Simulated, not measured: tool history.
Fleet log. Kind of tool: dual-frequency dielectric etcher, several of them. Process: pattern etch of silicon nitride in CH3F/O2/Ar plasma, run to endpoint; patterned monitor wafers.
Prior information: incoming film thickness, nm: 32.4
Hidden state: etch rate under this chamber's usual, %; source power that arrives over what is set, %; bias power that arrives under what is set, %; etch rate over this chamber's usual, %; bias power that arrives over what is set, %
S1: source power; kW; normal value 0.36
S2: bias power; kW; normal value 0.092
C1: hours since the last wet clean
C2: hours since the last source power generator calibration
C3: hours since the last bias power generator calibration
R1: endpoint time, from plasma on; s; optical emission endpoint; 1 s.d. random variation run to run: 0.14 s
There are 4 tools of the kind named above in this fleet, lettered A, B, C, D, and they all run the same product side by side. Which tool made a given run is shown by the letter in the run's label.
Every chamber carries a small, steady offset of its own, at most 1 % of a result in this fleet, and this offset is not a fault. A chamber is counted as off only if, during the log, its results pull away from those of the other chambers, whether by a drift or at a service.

run,hour,S1,S2,C1,C2,C3,R1
1C,6.6,0.36,0.092,324.9,1345.7,3621.7,44.624
# hour 13: chamber A: bias power generator calibrated
2D,15.9,0.36,0.092,258.3,59,3265.9,44.77
3A,26.8,0.36,0.092,129.8,4589.9,13.9,44.889
4B,35.3,0.36,0.092,285.8,2670.7,397.4,44.861
5C,42.4,0.36,0.092,360.7,1381.5,3657.5,44.906
6D,50.5,0.36,0.092,292.9,93.6,3300.5,44.445
7B,61.1,0.36,0.092,311.6,2696.5,423.2,44.957
8A,71.9,0.36,0.092,174.9,4635,59,45.099
9B,77.6,0.36,0.092,328.1,2713,439.7,44.952
10A,87.9,0.36,0.092,190.9,4651,75,44.982
11D,98.9,0.36,0.092,341.3,142,3348.9,44.697
12C,105.8,0.36,0.101,424.1,1444.9,3720.9,43.461
13A,111.8,0.36,0.101,214.8,4674.9,98.9,44.188
14C,122.9,0.36,0.101,441.2,1462,3738,43.359
# hour 123: chamber C: wet clean of the chamber
15B,134.3,0.36,0.101,384.8,2769.7,496.4,43.511
16D,140.3,0.36,0.092,382.7,183.4,3390.3,44.808
17D,150.7,0.36,0.092,393.1,193.8,3400.7,44.612
18C,159.6,0.36,0.092,36.6,1498.7,3774.7,44.54
19B,166.8,0.36,0.092,417.3,2802.2,528.9,44.871
20A,172.7,0.36,0.092,275.7,4735.8,159.8,45.813
21B,178.5,0.36,0.092,429,2813.9,540.6,44.99
22D,189.1,0.36,0.092,431.5,232.2,3439.1,44.719
23A,200.1,0.42,0.085,303.1,4763.2,187.2,44.821
24C,205.2,0.42,0.085,82.2,1544.3,3820.3,43.55
25D,212.1,0.42,0.085,454.5,255.2,3462.1,43.502
# hour 212.8: chamber B: wet clean of the chamber
26A,219.3,0.42,0.085,322.3,4782.4,206.4,44.858
# hour 230: chamber C: source power generator calibrated
27B,230.4,0.36,0.092,17.7,2865.8,592.5,45.08
28C,236.3,0.36,0.092,113.3,6.4,3851.4,44.902
29D,245,0.36,0.092,487.4,288.1,3495,44.825
30B,255,0.36,0.092,42.3,2890.4,617.1,44.897
31C,265.5,0.33,0.092,142.5,35.6,3880.6,46.225
32A,275.1,0.33,0.092,378.1,4838.2,262.2,48.17
33A,284.6,0.33,0.092,387.6,4847.7,271.7,48.554
34B,290.7,0.33,0.092,78,2926.1,652.8,46.44

All chambers now run identical settings, listed one chamber a line with results as question marks. What results will each chamber show?
35A,299,0.36,0.103,,,,?
35B,299,0.36,0.103,,,,?
35C,299,0.36,0.103,,,,?
35D,299,0.36,0.103,,,,?

run,R1
35A,45.013
35B,42.821
35C,43.081
35D,42.871
